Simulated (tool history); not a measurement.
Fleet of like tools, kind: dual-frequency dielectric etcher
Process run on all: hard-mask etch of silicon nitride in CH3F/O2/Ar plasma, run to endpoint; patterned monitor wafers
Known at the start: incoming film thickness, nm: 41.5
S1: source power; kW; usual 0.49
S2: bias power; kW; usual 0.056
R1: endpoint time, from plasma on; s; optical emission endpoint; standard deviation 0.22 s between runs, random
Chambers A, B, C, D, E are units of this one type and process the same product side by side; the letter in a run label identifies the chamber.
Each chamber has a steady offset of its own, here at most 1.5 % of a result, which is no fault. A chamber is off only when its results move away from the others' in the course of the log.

run	hour	S1	S2	R1
1C	8.8	0.49	0.056	60.354
2A	13.7	0.49	0.056	60.177
3E	22.9	0.49	0.056	60.108
4B	31.1	0.49	0.056	60.865
5D	37.6	0.49	0.056	61.148
6A	48.4	0.49	0.056	59.956
7E	59	0.49	0.056	59.625
8B	64.9	0.49	0.056	60.838
# hour 69.5: chamber C: wet clean of the chamber
9D	72.7	0.49	0.056	61.171
10C	77.7	0.57	0.069	53.555
11B	83	0.57	0.069	53.763
12E	88.5	0.57	0.069	52.925
13A	93.8	0.57	0.069	53.065
14D	99.8	0.57	0.069	53.705
15C	109.8	0.49	0.056	60.933
16E	117.3	0.49	0.056	59.811
# hour 118.6: chamber B: wet clean of the chamber
17A	128.3	0.49	0.052	61.889
# hour 128.5: chamber B: bias power generator calibrated
18D	137.1	0.49	0.052	62.592
19B	143.6	0.49	0.052	62.162
20C	152.9	0.49	0.052	62.049
21C	161.4	0.49	0.052	62.559
22B	168.2	0.49	0.056	60.745
23D	178.2	0.49	0.056	61.28
24A	186.5	0.49	0.056	60.381
25E	193.8	0.49	0.056	60.081
26A	200.5	0.49	0.056	60.327
27B	206	0.49	0.056	60.709
28E	214.8	0.49	0.056	59.796
29D	224.7	0.49	0.056	61.048
30C	232.4	0.49	0.056	60.548
31E	239.3	0.49	0.056	60.254
32B	246.5	0.49	0.056	61.253
33A	252.3	0.49	0.056	60.301
34D	262.1	0.49	0.056	60.818
35C	267.6	0.49	0.056	60.648
36D	273.6	0.49	0.056	61.218
37B	281.6	0.49	0.05	63.092
38C	290.8	0.49	0.05	63.377

Decide between three cases: one chamber stands off from its peers, the gauge reading all wafers drifts, or nothing is wrong past each chamber's small offset. Where a chamber is off, say which and what most likely put it there.

All chambers stay in line apart from their small fixed offsets, and the gauge does not drift.
